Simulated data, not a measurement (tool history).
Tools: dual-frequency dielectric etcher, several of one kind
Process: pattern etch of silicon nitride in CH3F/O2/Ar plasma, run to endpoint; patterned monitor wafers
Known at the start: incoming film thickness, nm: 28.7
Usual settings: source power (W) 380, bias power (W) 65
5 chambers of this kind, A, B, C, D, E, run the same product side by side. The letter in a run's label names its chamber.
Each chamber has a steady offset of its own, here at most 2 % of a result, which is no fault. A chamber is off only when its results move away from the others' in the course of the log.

run   hour  source power (W)  bias power (W)  hours since the last wet clean  hours since the last source power generator calibration  hours since the last bias power generator calibration  endpoint time (s)
 1B    7.6               380              65                           492.4                                                   2678.9                                                 3563.5             44.548
 2A   15.1               380              65                           358.6                                                   4338.8                                                 2139.4             43.774
 3E   24.1               380              65                           118.7                                                    295.8                                                 1108.4             43.682
 4C   34.4               380              65                           295.4                                                    559.2                                                 1642.3             43.587
 5D   43.7               380              65                           138.7                                                   2176.8                                                 1622.7             43.779
 6B   54.6               380              65                           539.4                                                   2725.9                                                 3610.5             44.761
      59.9  -- chamber B: wet clean of the chamber
      61.1  -- chamber B: bias power generator calibrated
 7A   64.4               380              65                           407.9                                                   4388.1                                                 2188.7             43.576
 8C   73.3               380              65                           334.3                                                    598.1                                                 1681.2             43.645
 9E   78.7               380              79                           173.3                                                    350.4                                                 1163.0             40.805
10D   88.8               380              79                           183.8                                                   2221.9                                                 1667.8             40.951
11E   99.1               380              79                           193.7                                                    370.8                                                 1183.4             41.019
12D  105.7               380              79                           200.7                                                   2238.8                                                 1684.7             40.969
13B  111.7               380              79                            51.8                                                   2783.0                                                   50.7             41.724
14A  120.8               380              65                           464.3                                                   4444.5                                                 2245.1             43.869
15C  131.1               380              65                           392.1                                                    655.9                                                 1739.0             43.578
16E  137.6               380              65                           232.2                                                    409.3                                                 1221.9             43.557
     147.5  -- chamber A: wet clean of the chamber
17A  147.9               380              78                             0.5                                                   4471.6                                                 2272.2             41.257
18C  158.1               380              78                           419.1                                                    682.9                                                 1766.0             40.999
19D  167.4               380              78                           262.4                                                   2300.5                                                 1746.4             41.692
20B  174.5               380              78                           114.6                                                   2845.8                                                  113.5             41.961
21A  180.3               380              78                            32.9                                                   4504.0                                                 2304.6             40.936
22B  190.2               380              65                           130.3                                                   2861.5                                                  129.2             44.423
23D  201.1               380              65                           296.1                                                   2334.2                                                 1780.1             45.057
24E  211.5               380              65                           306.1                                                    483.2                                                 1295.8             43.540
25C  217.6               380              65                           478.6                                                    742.4                                                 1825.5             43.339
26B  225.5               380              49                           165.6                                                   2896.8                                                  164.5             48.941
27D  232.1               380              49                           327.1                                                   2365.2                                                 1811.1             49.578
28A  241.6               380              49                            94.2                                                   4565.3                                                 2365.9             47.956
29E  249.0               380              49                           343.6                                                    520.7                                                 1333.3             47.731
30C  256.5               380              49                           517.5                                                    781.3                                                 1864.4             47.914
     256.9  -- chamber C: wet clean of the chamber
31B  264.9               380              65                           205.0                                                   2936.2                                                  203.9             44.750
32C  270.0               380              65                            13.2                                                    794.8                                                 1877.9             43.360
33E  278.6               380              65                           373.2                                                    550.3                                                 1362.9             43.713

What goes on in this fleet: one chamber off, a drifting gauge, or nothing beyond the chambers' own small offsets? Name the chamber and the cause, if any.

Chamber D drifts away from the others.
Cause: etch rate under this chamber's usual, % = 4.28.

Here are 4 candidates for chamber D's next run, each the usual settings with a change, their results left as question marks. Which one brings its results back in line with what the others give on the usual settings?
In line means no further than this from the other chambers' mean on the usual settings: endpoint time (s) 0.500
34D-1  286.6               380              73                                                                                                                                                                  ?
34D-2  286.6               390              66                                                                                                                                                                  ?
34D-3  286.6               380              57                                                                                                                                                                  ?
34D-4  286.6               370              64                                                                                                                                                                  ?

The other chambers' mean on the usual settings: endpoint time (s) 43.936
  run  endpoint time (s)
34D-1             43.974
34D-2             45.053
34D-3             47.739
34D-4             46.433
34D-1 brings the chamber back in line.
